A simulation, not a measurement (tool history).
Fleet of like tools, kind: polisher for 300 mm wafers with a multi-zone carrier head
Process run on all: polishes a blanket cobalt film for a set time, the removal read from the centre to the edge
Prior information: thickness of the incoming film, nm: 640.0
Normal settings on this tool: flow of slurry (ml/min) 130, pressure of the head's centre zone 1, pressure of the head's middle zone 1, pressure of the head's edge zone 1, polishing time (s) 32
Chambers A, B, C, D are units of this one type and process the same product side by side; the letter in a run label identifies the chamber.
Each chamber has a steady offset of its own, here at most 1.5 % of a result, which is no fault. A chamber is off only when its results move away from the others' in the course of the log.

run,hour,flow of slurry (ml/min),pressure of the head's centre zone,pressure of the head's middle zone,pressure of the head's edge zone,polishing time (s),wafers polished on this pad,hours since the slurry nozzle was cleaned,hours since the centre zone pressure was calibrated,hours since the edge zone pressure was calibrated,film removed at the wafer's centre (angstrom),film removed at mid-radius (angstrom),film removed at the wafer's edge (angstrom)
1D,9.2,130,1,1,1,32,354,177.2,420.6,1157.5,1489.8,1491.1,1488.8
# hour 9.4: chamber B: edge zone pressure recalibrated
2B,14.5,130,1,1,1,32,373,60.1,129.4,5.1,1488.7,1471.2,1462.7
3A,21.9,130,1,1,1,32,504,301.4,211.6,653,1489.9,1509.5,1499.6
4C,27.8,130,1,1,1,32,465,458.3,218.9,87.7,1465.3,1434.6,1456.7
5C,34.1,130,1.11,1,1,22,516,464.6,225.2,94,1136.5,1020.7,985.66
6D,43.2,130,1.11,1,1,22,634,211.2,454.6,1191.5,1124.3,1020.3,1020.1
7B,51.7,130,1.11,1,1,22,679,97.3,166.6,42.3,1154.2,999.57,997.01
8A,57.8,130,1.11,1,1,22,799,337.3,247.5,688.9,1134,1019.1,1028.5
9C,64.9,130,1,1,1,32,770,495.4,256,124.8,1476.4,1473.7,1466
# hour 65.9: chamber A: slurry nozzle cleaned
# hour 67.1: chamber D: worn pad replaced by a new one
10B,71.2,130,1,0.88,1,39,840,116.8,186.1,61.8,1795.8,1629.2,1763
11D,76.2,130,1,0.88,1,39,75,244.2,487.6,1224.5,1802.2,1649.2,1790
# hour 77.9: chamber C: worn pad replaced by a new one
12A,82.4,130,1,0.88,1,39,1002,16.6,272.1,713.5,1832,1594.2,1813.7
13C,87.4,130,1,0.88,1,39,78,517.9,278.5,147.3,1743.2,1602.3,1755.2
14B,95.9,130,1,1,1,32,1043,141.5,210.8,86.5,1473.6,1463.9,1483.7
# hour 99.1: chamber A: worn pad replaced by a new one
15A,100.5,130,1,1,1,32,12,34.7,290.2,731.6,1490.6,1478.2,1509.1
# hour 102.6: chamber D: centre zone pressure recalibrated
16D,109.6,130,1,1,1,32,350,277.6,7.1,1257.9,1369.6,1452.1,1481.1
17B,114.9,130,1,1,1,32,1200,160.5,229.8,105.5,1477,1467,1453.9
# hour 115.8: chamber C: slurry nozzle cleaned
18D,124.5,130,1,1,1,32,473,292.5,22,1272.8,1352.6,1444.5,1472
19C,133.3,130,1,1,1,32,456,17.5,324.4,193.2,1477.7,1455.3,1488.1
# hour 139: chamber C: centre zone pressure recalibrated
# hour 139.5: chamber B: worn pad replaced by a new one
20A,140.9,130,1,1,1,32,344,75.1,330.6,772,1483.9,1482.4,1483.9
# hour 146.5: chamber A: edge zone pressure recalibrated
21D,147.2,130,1,1,1,32,659,315.2,44.7,1295.5,1344.7,1503.7,1507.7
# hour 153.3: chamber D: edge zone pressure recalibrated
22C,156.3,130,1,1,1,32,645,40.5,17.4,216.2,1474,1484.8,1469.7
23B,164,130,1,1,1,32,202,209.6,278.9,154.6,1469.3,1490.8,1453.6
# hour 166.8: chamber D: worn pad replaced by a new one
24A,169,130,1,1,1,32,576,103.2,358.7,22.5,1483.2,1494.1,1502.2
# hour 171.9: chamber A: centre zone pressure recalibrated
25D,177.5,130,1,1,1,32,88,345.5,75,24.3,1358.5,1436.8,1476.7
26B,182.9,130,1,1,1,32,357,228.5,297.8,173.5,1492.4,1467.5,1458.6
# hour 190.2: chamber C: worn pad replaced by a new one
27C,192.1,130,1,1,1,32,15,76.3,53.2,252,1505.5,1488.6,1478.6
28A,200.7,130,1,1,1,32,837,134.9,28.8,54.2,1482.6,1468.6,1518.7
29A,206.2,130,1,1.07,1,38,882,140.4,34.3,59.7,1766,1857.3,1739.3
30C,214.3,130,1,1.07,1,38,198,98.5,75.4,274.2,1729.9,1846.5,1742.7
31D,220,130,1,1.07,1,38,438,388,117.5,66.8,1600,1878.9,1725.8
# hour 227.5: chamber A: worn pad replaced by a new one
32B,229.4,130,1,1.07,1,38,740,275,344.3,220,1735,1894.7,1720.4
33A,235.5,130,1,1,1,32,65,169.7,63.6,89,1511.4,1474.1,1470
34D,241.7,130,1,1,1,32,617,409.7,139.2,88.5,1366.9,1473.9,1463.9
35C,246.3,130,1,1,1,32,461,130.5,107.4,306.2,1449.8,1484.7,1442.8
36B,255.6,130,1,1,1,32,956,301.2,370.5,246.2,1498.8,1466,1468.3

Read the log: is a single chamber off, either drifting away or since a service, is the gauge that measures every chamber drifting, or is nothing wrong beyond small per-chamber offsets? Name any odd chamber and what most likely caused it.

A service left chamber D off against the others.
Likeliest cause: centre zone's pressure below its setpoint, % = 7.69.

Chamber D could run next with any of the 4 candidate recipes listed below; each alters the usual settings, and their results appear as question marks. Which one brings its results back in line with what the other chambers deliver on the usual settings?
Maximum distance from the other chambers' mean on the usual settings for a result to count as in line: film removed at the wafer's centre (angstrom) 43; film removed at mid-radius (angstrom) 64; film removed at the wafer's edge (angstrom) 60
37D-1,262.8,130,1.02,0.99,0.99,32,,,,,?,?,?
37D-2,262.8,125,0.93,1.02,1.02,32,,,,,?,?,?
37D-3,262.8,135,1.07,0.98,0.98,32,,,,,?,?,?
37D-4,262.8,130,0.98,1.01,1.01,32,,,,,?,?,?

Usual-settings mean across the other chambers: film removed at the wafer's centre (angstrom) 1482.1; film removed at mid-radius (angstrom) 1473; film removed at the wafer's edge (angstrom) 1473.1
run,film removed at the wafer's centre (angstrom),film removed at mid-radius (angstrom),film removed at the wafer's edge (angstrom)
37D-1,1399.1,1460.8,1466.4
37D-2,1251.3,1488.2,1479.9
37D-3,1488,1459.1,1467.3
37D-4,1339.1,1487.7,1481.5
37D-3 is the one that brings the chamber's results back in line with the other chambers.
